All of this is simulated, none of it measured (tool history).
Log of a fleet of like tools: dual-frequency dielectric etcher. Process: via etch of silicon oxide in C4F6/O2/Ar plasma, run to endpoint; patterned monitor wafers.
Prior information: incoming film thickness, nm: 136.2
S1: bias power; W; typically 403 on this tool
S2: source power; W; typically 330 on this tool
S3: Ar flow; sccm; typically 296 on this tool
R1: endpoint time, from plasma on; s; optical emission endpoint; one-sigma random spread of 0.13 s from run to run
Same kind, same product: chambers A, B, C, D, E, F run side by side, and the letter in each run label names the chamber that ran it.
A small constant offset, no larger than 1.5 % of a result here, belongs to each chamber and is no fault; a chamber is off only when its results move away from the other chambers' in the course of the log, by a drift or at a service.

{"run": "1C", "day": 0.258, "S1": 403, "S2": 330, "S3": 296, "R1": 34.793}
{"run": "2E", "day": 0.488, "S1": 403, "S2": 330, "S3": 296, "R1": 35.323}
{"run": "3F", "day": 0.754, "S1": 403, "S2": 330, "S3": 296, "R1": 35.183}
{"run": "4B", "day": 0.946, "S1": 403, "S2": 330, "S3": 296, "R1": 34.493}
{"run": "5A", "day": 1.162, "S1": 403, "S2": 330, "S3": 296, "R1": 34.358}
{"run": "6D", "day": 1.35, "S1": 403, "S2": 330, "S3": 296, "R1": 35.035}
{"run": "7E", "day": 1.7, "S1": 403, "S2": 330, "S3": 296, "R1": 34.947}
{"run": "8C", "day": 1.971, "S1": 403, "S2": 330, "S3": 296, "R1": 34.679}
{"run": "9D", "day": 2.175, "S1": 403, "S2": 330, "S3": 296, "R1": 35.046}
{"run": "10B", "day": 2.512, "S1": 403, "S2": 330, "S3": 296, "R1": 34.677}
{"run": "11A", "day": 2.833, "S1": 403, "S2": 330, "S3": 296, "R1": 34.339}
{"run": "12F", "day": 3.012, "S1": 403, "S2": 330, "S3": 296, "R1": 34.957}
{"run": "13F", "day": 3.354, "S1": 403, "S2": 330, "S3": 296, "R1": 34.975}
{"run": "14E", "day": 3.608, "S1": 403, "S2": 330, "S3": 296, "R1": 35.055}
{"run": "15C", "day": 3.904, "S1": 403, "S2": 330, "S3": 296, "R1": 34.902}
{"run": "16B", "day": 4.221, "S1": 403, "S2": 330, "S3": 296, "R1": 34.903}
{"run": "17A", "day": 4.446, "S1": 403, "S2": 330, "S3": 296, "R1": 34.532}
{"run": "18D", "day": 4.783, "S1": 403, "S2": 330, "S3": 296, "R1": 35.19}
{"run": "19C", "day": 5.008, "S1": 403, "S2": 330, "S3": 296, "R1": 34.754}
{"run": "20B", "day": 5.217, "S1": 403, "S2": 330, "S3": 296, "R1": 34.813}
{"run": "21A", "day": 5.375, "S1": 403, "S2": 330, "S3": 296, "R1": 34.429}
{"run": "22D", "day": 5.617, "S1": 403, "S2": 330, "S3": 296, "R1": 35.109}
{"run": "23E", "day": 5.879, "S1": 403, "S2": 330, "S3": 296, "R1": 35.058}
{"run": "24F", "day": 6.171, "S1": 403, "S2": 330, "S3": 296, "R1": 35.076}
{"day": 6.267, "done": "chamber C: wet clean of the chamber"}
{"run": "25D", "day": 6.412, "S1": 358, "S2": 330, "S3": 271, "R1": 36.131}
{"run": "26B", "day": 6.629, "S1": 358, "S2": 330, "S3": 271, "R1": 35.793}
{"run": "27F", "day": 6.9, "S1": 358, "S2": 330, "S3": 271, "R1": 36.341}
{"day": 6.962, "done": "chamber F: wet clean of the chamber"}
{"run": "28E", "day": 7.183, "S1": 358, "S2": 330, "S3": 271, "R1": 36.292}
{"run": "29A", "day": 7.475, "S1": 358, "S2": 330, "S3": 271, "R1": 35.665}
{"run": "30C", "day": 7.788, "S1": 358, "S2": 330, "S3": 271, "R1": 34.399}
{"run": "31B", "day": 8.125, "S1": 403, "S2": 330, "S3": 296, "R1": 34.578}
{"run": "32F", "day": 8.342, "S1": 403, "S2": 330, "S3": 296, "R1": 35.022}
{"run": "33E", "day": 8.575, "S1": 403, "S2": 330, "S3": 296, "R1": 35.147}
{"run": "34D", "day": 8.917, "S1": 403, "S2": 330, "S3": 296, "R1": 34.93}
{"run": "35C", "day": 9.167, "S1": 403, "S2": 330, "S3": 296, "R1": 33.072}
{"run": "36A", "day": 9.483, "S1": 403, "S2": 330, "S3": 296, "R1": 34.14}
{"run": "37A", "day": 9.8, "S1": 403, "S2": 330, "S3": 296, "R1": 34.418}
{"run": "38F", "day": 9.979, "S1": 403, "S2": 330, "S3": 296, "R1": 35.089}

Predict what each chamber gives when all 6 of them run the settings below next.
{"run": "39A", "day": 10.229, "S1": 469, "S2": 330, "S3": 296, "R1": "?"}
{"run": "39B", "day": 10.229, "S1": 469, "S2": 330, "S3": 296, "R1": "?"}
{"run": "39C", "day": 10.229, "S1": 469, "S2": 330, "S3": 296, "R1": "?"}
{"run": "39D", "day": 10.229, "S1": 469, "S2": 330, "S3": 296, "R1": "?"}
{"run": "39E", "day": 10.229, "S1": 469, "S2": 330, "S3": 296, "R1": "?"}
{"run": "39F", "day": 10.229, "S1": 469, "S2": 330, "S3": 296, "R1": "?"}

run=39A R1=32.487
run=39B R1=32.848
run=39C R1=31.641
run=39D R1=32.744
run=39E R1=33.063
run=39F R1=33.168
